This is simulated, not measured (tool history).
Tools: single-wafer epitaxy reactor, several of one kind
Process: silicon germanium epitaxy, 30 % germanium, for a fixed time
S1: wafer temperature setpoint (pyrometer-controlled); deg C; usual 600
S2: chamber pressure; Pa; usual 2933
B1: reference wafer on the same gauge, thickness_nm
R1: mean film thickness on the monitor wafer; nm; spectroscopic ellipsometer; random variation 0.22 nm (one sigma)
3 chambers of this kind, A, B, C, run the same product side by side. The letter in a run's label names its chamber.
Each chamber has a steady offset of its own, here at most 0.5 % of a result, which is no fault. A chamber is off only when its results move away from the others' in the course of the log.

run,hour,S1,S2,B1,R1
1A,8.1,600,2933,68.507,61.312
2B,20.4,600,2933,68.462,61.137
3C,31.5,600,2933,68.537,61.474
4A,43.9,600,2933,68.486,61.358
5C,49.9,600,2933,68.532,61.662
6B,61.3,600,2933,68.512,61.108
7C,66.9,594,3640,68.498,60.036
8B,73.2,594,3640,68.539,60.143
9A,82.4,594,3640,68.469,59.757
10C,91.2,600,2933,68.561,61.656
11B,98,600,2933,68.495,61.224
12A,105.4,600,2933,68.515,61.112
13C,111.6,590,2360,68.539,46.944
14A,118.1,590,2360,68.484,46.555
15B,127.7,590,2360,68.455,46.517
16B,137,610,2933,68.58,73.191
17A,146.3,610,2933,68.517,72.568
18C,154.2,610,2933,68.496,73.773
19B,164.8,600,2933,68.55,60.897
20A,173,600,2933,68.484,61.047
21C,179.3,600,2933,68.585,61.521
22C,191.9,600,2933,68.527,61.92
23B,202.5,600,3320,68.499,63.732
24A,213.3,600,3320,68.527,64.472
25C,224.7,600,3320,68.447,64.504
26B,235.8,600,2933,68.511,60.478
27A,246.7,600,2933,68.569,61.057
28A,252.5,590,3640,68.565,55.594
29C,264.8,590,3640,68.545,55.437
30B,276,590,3640,68.408,55.061
31C,284.3,600,2933,68.517,61.489
32B,293.7,593,2386,68.546,48.408
33A,300.8,593,2386,68.478,49.529
34C,311.1,593,2386,68.522,50.052
35B,323.5,600,2933,68.556,59.753
36A,333.7,600,2333,68.511,55.641
37A,345.8,600,2333,68.555,55.633
38C,355.9,600,2333,68.521,56.434

Next, every chamber runs the same settings. What will each give?
39A,365.2,600,2933,,?
39B,365.2,600,2933,,?
39C,365.2,600,2933,,?

run,R1
39A,61.486
39B,59.189
39C,61.254
